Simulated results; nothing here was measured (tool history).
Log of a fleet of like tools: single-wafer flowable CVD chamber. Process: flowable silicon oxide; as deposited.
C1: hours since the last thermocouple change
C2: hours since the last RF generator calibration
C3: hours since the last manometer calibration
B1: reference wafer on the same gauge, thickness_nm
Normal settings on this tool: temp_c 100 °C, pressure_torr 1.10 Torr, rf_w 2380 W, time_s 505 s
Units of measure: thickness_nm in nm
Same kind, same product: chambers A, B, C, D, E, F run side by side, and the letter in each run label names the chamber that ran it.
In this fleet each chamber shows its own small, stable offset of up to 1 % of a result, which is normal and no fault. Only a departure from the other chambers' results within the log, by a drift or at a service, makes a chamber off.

run 1C hour=7.7 | temp_c=100 pressure_torr=1.10 rf_w=2380 time_s=505 | C1=657.0 C2=202.5 C3=744.7 | B1=458.87 | thickness_nm=471.62
run 2D hour=14.3 | temp_c=100 pressure_torr=1.10 rf_w=2380 time_s=505 | C1=2639.5 C2=1144.6 C3=260.7 | B1=459.16 | thickness_nm=469.37
run 3E hour=25.7 | temp_c=100 pressure_torr=1.10 rf_w=2380 time_s=505 | C1=346.1 C2=753.3 C3=921.7 | B1=459.62 | thickness_nm=465.60
run 4A hour=34.0 | temp_c=100 pressure_torr=1.10 rf_w=2380 time_s=505 | C1=1573.6 C2=579.2 C3=941.0 | B1=458.37 | thickness_nm=466.11
run 5F hour=42.9 | temp_c=100 pressure_torr=1.10 rf_w=2050 time_s=443 | C1=1306.2 C2=1064.3 C3=828.0 | B1=459.62 | thickness_nm=397.65
run 6B hour=49.7 | temp_c=100 pressure_torr=1.10 rf_w=2050 time_s=443 | C1=268.2 C2=1307.6 C3=783.0 | B1=458.47 | thickness_nm=394.72
run 7B hour=57.0 | temp_c=100 pressure_torr=1.10 rf_w=2050 time_s=443 | C1=275.5 C2=1314.9 C3=790.3 | B1=458.79 | thickness_nm=392.59
run 8E hour=63.6 | temp_c=100 pressure_torr=1.10 rf_w=2050 time_s=443 | C1=384.0 C2=791.2 C3=959.6 | B1=458.38 | thickness_nm=399.89
run 9D hour=71.6 | temp_c=100 pressure_torr=1.10 rf_w=2050 time_s=443 | C1=2696.8 C2=1201.9 C3=318.0 | B1=459.08 | thickness_nm=400.21
run 10C hour=80.4 | temp_c=100 pressure_torr=1.10 rf_w=2050 time_s=443 | C1=729.7 C2=275.2 C3=817.4 | B1=458.30 | thickness_nm=404.43
-- hour=82.9 chamber D: thermocouple changed; heater temperature recalibrated
run 11A hour=91.1 | temp_c=100 pressure_torr=1.10 rf_w=2380 time_s=505 | C1=1630.7 C2=636.3 C3=998.1 | B1=458.03 | thickness_nm=466.19
run 12F hour=103.1 | temp_c=100 pressure_torr=1.10 rf_w=2380 time_s=505 | C1=1366.4 C2=1124.5 C3=888.2 | B1=459.12 | thickness_nm=470.22
run 13E hour=111.0 | temp_c=100 pressure_torr=1.10 rf_w=2380 time_s=505 | C1=431.4 C2=838.6 C3=1007.0 | B1=458.83 | thickness_nm=466.80
-- hour=121.7 chamber B: RF generator calibrated
run 14A hour=123.3 | temp_c=100 pressure_torr=1.10 rf_w=2380 time_s=505 | C1=1662.9 C2=668.5 C3=1030.3 | B1=458.49 | thickness_nm=466.31
run 15F hour=133.2 | temp_c=100 pressure_torr=1.10 rf_w=2215 time_s=457 | C1=1396.5 C2=1154.6 C3=918.3 | B1=458.68 | thickness_nm=418.51
-- hour=136.7 chamber D: RF generator calibrated
run 16C hour=142.0 | temp_c=100 pressure_torr=1.10 rf_w=2215 time_s=457 | C1=791.3 C2=336.8 C3=879.0 | B1=458.43 | thickness_nm=419.33
run 17B hour=149.0 | temp_c=100 pressure_torr=1.10 rf_w=2215 time_s=457 | C1=367.5 C2=27.4 C3=882.3 | B1=458.84 | thickness_nm=417.92
-- hour=157.4 chamber C: capacitance manometer re-zeroed and calibrated
run 18D hour=161.1 | temp_c=100 pressure_torr=1.10 rf_w=2215 time_s=457 | C1=78.2 C2=24.4 C3=407.5 | B1=459.08 | thickness_nm=422.39
run 19D hour=167.7 | temp_c=100 pressure_torr=1.10 rf_w=2215 time_s=457 | C1=84.8 C2=31.0 C3=414.1 | B1=458.83 | thickness_nm=417.77
run 20C hour=178.5 | temp_c=100 pressure_torr=1.10 rf_w=2215 time_s=457 | C1=827.8 C2=373.3 C3=21.1 | B1=458.43 | thickness_nm=421.79
run 21E hour=187.0 | temp_c=100 pressure_torr=1.10 rf_w=2380 time_s=505 | C1=507.4 C2=914.6 C3=1083.0 | B1=459.21 | thickness_nm=468.88
run 22B hour=199.4 | temp_c=93 pressure_torr=1.36 rf_w=2380 time_s=505 | C1=417.9 C2=77.8 C3=932.7 | B1=459.13 | thickness_nm=726.78
run 23A hour=211.1 | temp_c=93 pressure_torr=1.36 rf_w=2380 time_s=505 | C1=1750.7 C2=756.3 C3=1118.1 | B1=459.32 | thickness_nm=729.71
run 24F hour=221.8 | temp_c=93 pressure_torr=1.36 rf_w=2380 time_s=505 | C1=1485.1 C2=1243.2 C3=1006.9 | B1=458.79 | thickness_nm=738.84
run 25F hour=228.1 | temp_c=93 pressure_torr=1.36 rf_w=2380 time_s=505 | C1=1491.4 C2=1249.5 C3=1013.2 | B1=459.73 | thickness_nm=740.95
run 26E hour=237.0 | temp_c=93 pressure_torr=1.36 rf_w=2380 time_s=505 | C1=557.4 C2=964.6 C3=1133.0 | B1=459.36 | thickness_nm=741.72
run 27B hour=247.7 | temp_c=93 pressure_torr=1.36 rf_w=2380 time_s=505 | C1=466.2 C2=126.1 C3=981.0 | B1=458.58 | thickness_nm=722.88
run 28D hour=257.6 | temp_c=100 pressure_torr=1.10 rf_w=2380 time_s=505 | C1=174.7 C2=120.9 C3=504.0 | B1=459.28 | thickness_nm=465.71
run 29A hour=263.1 | temp_c=100 pressure_torr=1.10 rf_w=2380 time_s=505 | C1=1802.7 C2=808.3 C3=1170.1 | B1=458.98 | thickness_nm=457.88
run 30C hour=269.5 | temp_c=100 pressure_torr=0.92 rf_w=2380 time_s=436 | C1=918.8 C2=464.3 C3=112.1 | B1=458.98 | thickness_nm=330.99
run 31C hour=276.4 | temp_c=100 pressure_torr=0.92 rf_w=2380 time_s=436 | C1=925.7 C2=471.2 C3=119.0 | B1=459.41 | thickness_nm=328.24
run 32D hour=286.7 | temp_c=100 pressure_torr=0.92 rf_w=2380 time_s=436 | C1=203.8 C2=150.0 C3=533.1 | B1=459.61 | thickness_nm=326.14
run 33E hour=293.7 | temp_c=100 pressure_torr=0.92 rf_w=2380 time_s=436 | C1=614.1 C2=1021.3 C3=1189.7 | B1=459.61 | thickness_nm=324.19
run 34F hour=301.2 | temp_c=100 pressure_torr=0.92 rf_w=2380 time_s=436 | C1=1564.5 C2=1322.6 C3=1086.3 | B1=459.01 | thickness_nm=325.23
run 35B hour=311.0 | temp_c=100 pressure_torr=0.92 rf_w=2380 time_s=436 | C1=529.5 C2=189.4 C3=1044.3 | B1=458.98 | thickness_nm=320.10
run 36A hour=316.6 | temp_c=100 pressure_torr=1.10 rf_w=2380 time_s=505 | C1=1856.2 C2=861.8 C3=1223.6 | B1=458.92 | thickness_nm=457.88
run 37A hour=323.6 | temp_c=105 pressure_torr=1.36 rf_w=2380 time_s=505 | C1=1863.2 C2=868.8 C3=1230.6 | B1=458.92 | thickness_nm=489.26
run 38F hour=332.9 | temp_c=105 pressure_torr=1.36 rf_w=2380 time_s=505 | C1=1596.2 C2=1354.3 C3=1118.0 | B1=458.06 | thickness_nm=488.87
run 39B hour=344.0 | temp_c=105 pressure_torr=1.36 rf_w=2380 time_s=505 | C1=562.5 C2=222.4 C3=1077.3 | B1=458.97 | thickness_nm=488.89
run 40C hour=353.4 | temp_c=105 pressure_torr=1.36 rf_w=2380 time_s=505 | C1=1002.7 C2=548.2 C3=196.0 | B1=458.97 | thickness_nm=499.97
run 41D hour=363.6 | temp_c=105 pressure_torr=1.36 rf_w=2380 time_s=505 | C1=280.7 C2=226.9 C3=610.0 | B1=459.27 | thickness_nm=497.75
run 42E hour=374.4 | temp_c=105 pressure_torr=1.36 rf_w=2380 time_s=505 | C1=694.8 C2=1102.0 C3=1270.4 | B1=459.34 | thickness_nm=488.72

One chamber off, gauge drift, or nothing amiss beyond the chambers' own small offsets? If it is a chamber, which one, and what is the likeliest cause?

Chamber A drifts away from the others.
Most likely cause: true pressure below the setpoint (%) = 2.7.
The log may not separate it from: wafer temperature above the value expected at the setpoint (K).

Which of the 4 candidates below, each the usual settings with something changed and its results left as question marks, puts chamber A back in line with what the other chambers give on the usual settings?
In line means no further than this from the other chambers' mean on the usual settings: thickness_nm 9.40 nm
run 43A-1 hour=383.3 | temp_c=102 pressure_torr=1.10 rf_w=2380 time_s=505 | thickness_nm=?
run 43A-2 hour=383.3 | temp_c=100 pressure_torr=1.08 rf_w=2380 time_s=505 | thickness_nm=?
run 43A-3 hour=383.3 | temp_c=98 pressure_torr=1.10 rf_w=2380 time_s=505 | thickness_nm=?
run 43A-4 hour=383.3 | temp_c=100 pressure_torr=1.10 rf_w=2380 time_s=518 | thickness_nm=?

The other chambers' mean on the usual settings: thickness_nm 466.27 nm
run=43A-1 thickness_nm=424.21
run=43A-2 thickness_nm=444.29
run=43A-3 thickness_nm=483.79
run=43A-4 thickness_nm=465.41
43A-4 brings the chamber back in line.

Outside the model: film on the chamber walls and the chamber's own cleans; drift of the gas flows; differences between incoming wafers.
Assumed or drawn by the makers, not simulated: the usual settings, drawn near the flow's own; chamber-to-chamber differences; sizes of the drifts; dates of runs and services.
